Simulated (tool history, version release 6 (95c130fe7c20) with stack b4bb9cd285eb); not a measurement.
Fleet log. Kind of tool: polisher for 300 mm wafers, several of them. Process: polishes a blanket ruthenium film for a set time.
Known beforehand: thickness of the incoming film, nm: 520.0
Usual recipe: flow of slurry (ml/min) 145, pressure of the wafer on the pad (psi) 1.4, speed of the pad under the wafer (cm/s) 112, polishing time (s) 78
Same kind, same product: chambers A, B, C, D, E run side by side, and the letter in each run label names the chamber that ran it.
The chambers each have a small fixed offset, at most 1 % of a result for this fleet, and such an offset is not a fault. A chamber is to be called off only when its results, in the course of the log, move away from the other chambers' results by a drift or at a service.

run     day  flow of slurry (ml/min)  pressure of the wafer on the pad (psi)  speed of the pad under the wafer (cm/s)  polishing time (s)  wafers polished on this pad  hours since the slurry nozzle was cleaned  hours since the head pressure was calibrated  film removed (Å)
      0.004  -- chamber A: head pressure recalibrated
 1E   0.258                      145                                     1.4                                      112                  78                          624                                      212.1                                         563.4            614.12
 2A   0.571                      145                                     1.4                                      112                  78                          982                                        215                                          13.7            600.58
 3D   0.933                      145                                     1.4                                      112                  78                         1258                                        327                                         173.4            604.18
      1.121  -- chamber D: worn pad replaced by a new one
 4C   1.417                      145                                     1.4                                      112                  78                          498                                      165.2                                         222.9            601.61
      1.562  -- chamber A: slurry nozzle cleaned
 5B   1.642                      145                                     1.4                                      112                  78                          448                                      188.6                                         877.6            609.66
      1.733  -- chamber A: worn pad replaced by a new one
 6C   1.875                      145                                     1.4                                      112                  78                          587                                      176.2                                         233.9             601.6
      1.996  -- chamber E: slurry nozzle cleaned
 7E   2.246                      190                                     1.4                                      112                  78                         1009                                        6.1                                         611.1            634.68
 8A    2.55                      190                                     1.4                                      112                  78                          158                                       23.7                                          61.2             629.3
 9B   2.996                      190                                     1.4                                      112                  78                          710                                      221.1                                         910.1            632.95
      3.221  -- chamber C: worn pad replaced by a new one
10D   3.288                      190                                     1.4                                      112                  78                          420                                      383.5                                         229.9            629.88
11C   3.512                      190                                     1.4                                      112                  78                           56                                      215.5                                         273.2            619.91
12B   3.792                      145                                     1.4                                      112                  78                          864                                      240.2                                         929.2            603.63
      4.175  -- chamber D: slurry nozzle cleaned
13E   4.275                      145                                     1.4                                      112                  78                         1401                                       54.8                                         659.8            604.67
14D     4.5                      145                                     1.4                                      112                  78                          654                                        7.9                                           259            608.89
      4.658  -- chamber B: worn pad replaced by a new one
15A   4.879                      145                                     1.4                                      112                  78                          609                                       79.6                                         117.1            596.39
      4.925  -- chamber B: head pressure recalibrated
16D   5.333                      145                                     1.4                                      112                  78                          816                                       27.9                                           279            615.29
      5.388  -- chamber E: worn pad replaced by a new one
17E   5.804                      145                                     1.4                                      112                  78                           80                                       91.5                                         696.5             608.9
18B   6.129                      145                                     1.4                                      112                  78                          285                                      296.3                                          28.9            560.05
      6.412  -- chamber D: head pressure recalibrated
19A    6.55                      145                                     1.4                                      112                  78                          932                                      119.7                                         157.2            604.75
20C   6.796                      145                                     1.4                                      112                  78                          692                                      294.3                                           352             601.4
      7.138  -- chamber C: worn pad replaced by a new one
21C   7.188                      145                                     1.4                                      112                  78                           10                                      303.7                                         361.4            588.89
22D   7.638                      145                                     1.4                                      112                  78                         1262                                       83.2                                          29.4            607.32
      7.642  -- chamber A: worn pad replaced by a new one
      7.796  -- chamber C: slurry nozzle cleaned
23B   7.896                      145                                     1.4                                      112                  78                          627                                      338.7                                          71.3            558.49
24A     8.3                      145                                     1.4                                      112                  78                          127                                      161.7                                         199.2            604.53
      8.525  -- chamber D: worn pad replaced by a new one
25E   8.717                      145                                     1.4                                      112                  78                          644                                      161.4                                         766.4            606.19
26E    9.05                      145                                     1.4                                      112                  78                          709                                      169.4                                         774.4            607.58
      9.054  -- chamber B: worn pad replaced by a new one
27C   9.379                      145                                     1.4                                       82                  98                          434                                       38.1                                           414            550.12
28A   9.871                      145                                     1.4                                       82                  98                          431                                      199.4                                         236.9            560.04
29B  10.108                      145                                     1.4                                       82                  98                          204                                      391.8                                         124.4            510.48
30D  10.333                      145                                     1.4                                       82                  98                          350                                      147.9                                          94.1            560.85

Does one chamber stand apart from the rest, does the shared gauge drift, or is all well apart from small per-chamber offsets? Give the chamber and the most likely cause, where there is one.

Chamber B has stood off from the others ever since a service on it.
Likeliest cause: head's pressure below its setpoint, % = 7.88.

Chamber B could run next with any of the 4 candidate recipes listed below; each alters the usual settings, and their results appear as question marks. Which one brings its results back in line with what the other chambers deliver on the usual settings?
Allowed miss from the other chambers' usual-settings mean, per result, to count as in line: film removed (Å) 17
31B-1  10.692                      145                                     1.4                                      112                  84                                                                                                                                       ?
31B-2  10.692                      145                                     1.4                                      110                  77                                                                                                                                       ?
31B-3  10.692                      145                                     1.3                                      112                  78                                                                                                                                       ?
31B-4  10.692                      170                                     1.4                                      112                  78                                                                                                                                       ?

What the other chambers average on the usual settings: film removed (Å) 604.46
  run  film removed (Å)
31B-1            602.23
31B-2            542.15
31B-3            519.64
31B-4            574.28
The right change is 31B-1: it brings the chamber back within the allowed miss of the others.
